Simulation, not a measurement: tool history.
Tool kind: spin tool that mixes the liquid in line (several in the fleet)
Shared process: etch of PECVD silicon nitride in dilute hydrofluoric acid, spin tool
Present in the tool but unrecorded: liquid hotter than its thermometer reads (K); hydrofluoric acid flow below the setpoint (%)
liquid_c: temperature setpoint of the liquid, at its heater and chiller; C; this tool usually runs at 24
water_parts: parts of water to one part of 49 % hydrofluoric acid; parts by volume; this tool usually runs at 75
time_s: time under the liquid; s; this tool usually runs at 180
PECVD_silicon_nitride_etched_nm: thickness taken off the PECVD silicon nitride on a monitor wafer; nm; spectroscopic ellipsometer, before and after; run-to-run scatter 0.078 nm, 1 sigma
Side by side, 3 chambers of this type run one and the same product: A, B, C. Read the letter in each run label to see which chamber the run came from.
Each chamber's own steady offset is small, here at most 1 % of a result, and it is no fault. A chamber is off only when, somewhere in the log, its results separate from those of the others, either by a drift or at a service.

| run | hour | liquid_c | water_parts | time_s | hours since the thermometer was replaced | hours since the hydrofluoric acid flow meter was replaced | read-back film thickness of the PECVD silicon nitride reference wafer, read on the same gauge (nm) | PECVD_silicon_nitride_etched_nm |
|---|---|---|---|---|---|---|---|---|
| 1B | 5.9 | 24 | 75 | 180 | 910.8 | 359.2 | 89.961 | 8.3556 |
| 2C | 13.2 | 24 | 75 | 180 | 335.7 | 580.3 | 90.015 | 8.3995 |
| 3A | 17.7 | 24 | 75 | 180 | 275.1 | 846.6 | 89.984 | 8.5614 |
| 4B | 23.3 | 24 | 75 | 180 | 928.2 | 376.6 | 89.997 | 8.3563 |
| 5A | 31 | 24 | 75 | 180 | 288.4 | 859.9 | 89.999 | 8.4228 |
| 6C | 36.7 | 24 | 75 | 180 | 359.2 | 603.8 | 90.017 | 8.5107 |
| 7C | 43.3 | 24 | 75 | 180 | 365.8 | 610.4 | 90.008 | 8.4613 |
|  | 46.5 | chamber B: thermometer replaced |
| 8B | 50.6 | 24 | 75 | 180 | 4.2 | 403.9 | 90.006 | 8.3671 |
| 9A | 56.9 | 24 | 75 | 180 | 314.3 | 885.8 | 90.036 | 8.386 |
| 10A | 63.1 | 24 | 75 | 180 | 320.5 | 892 | 89.978 | 8.2394 |
| 11B | 67.7 | 24 | 75 | 180 | 21.3 | 421 | 89.98 | 8.4501 |
| 12C | 73.2 | 24 | 75 | 180 | 395.7 | 640.3 | 90.018 | 8.3897 |
| 13B | 78.6 | 24 | 75 | 180 | 32.2 | 431.9 | 90.008 | 8.4047 |
| 14C | 82.4 | 24 | 75 | 180 | 404.9 | 649.5 | 89.996 | 8.5256 |
| 15A | 89 | 24 | 75 | 180 | 346.4 | 917.9 | 89.988 | 8.2844 |
| 16C | 94.2 | 24 | 75 | 180 | 416.7 | 661.3 | 90.013 | 8.4428 |
| 17A | 101.5 | 24 | 75 | 180 | 358.9 | 930.4 | 89.983 | 8.0717 |
| 18B | 105 | 24 | 75 | 180 | 58.6 | 458.3 | 90.006 | 8.4118 |
| 19A | 112.5 | 24 | 75 | 180 | 369.9 | 941.4 | 90.034 | 7.9664 |
| 20C | 117.5 | 24 | 75 | 180 | 440 | 684.6 | 90.002 | 8.4728 |
| 21B | 122 | 24 | 75 | 180 | 75.6 | 475.3 | 90.022 | 8.5116 |
| 22B | 129.7 | 24 | 75 | 180 | 83.3 | 483 | 89.992 | 8.2753 |
| 23C | 136.9 | 24 | 75 | 180 | 459.4 | 704 | 89.971 | 8.3576 |
| 24A | 142.9 | 24 | 75 | 180 | 400.3 | 971.8 | 89.997 | 7.9359 |

Has any chamber moved away from the others, gradually or after a service, or does the common gauge drift, or do the chambers differ only by their own small steady offsets? State the chamber and the most likely cause if one applies.

It is chamber A that slowly wanders off from its peers.
Cause: hydrofluoric acid flow below the setpoint (%) = 6.61.
The log may not tell that from: liquid colder than its thermometer reads (K).

Here are 4 candidates for chamber A's next run, each the usual settings with a change, their results left as question marks. Which one brings its results back in line with what the others give on the usual settings?
Allowed miss from the other chambers' usual-settings mean, per result, to count as in line: PECVD_silicon_nitride_etched_nm 0.28 nm
| 25A-1 | 148.4 | 24 | 85 | 180 |  |  |  | ? |
| 25A-2 | 148.4 | 24 | 75 | 170 |  |  |  | ? |
| 25A-3 | 148.4 | 24 | 70 | 190 |  |  |  | ? |
| 25A-4 | 148.4 | 25 | 75 | 180 |  |  |  | ? |

Mean of the other chambers on the usual settings: PECVD_silicon_nitride_etched_nm 8.393 nm
| run | PECVD_silicon_nitride_etched_nm |
|---|---|
| 25A-1 | 6.9593 |
| 25A-2 | 7.4321 |
| 25A-3 | 8.8877 |
| 25A-4 | 8.4079 |
It is 25A-4 that realigns the chamber with its peers.
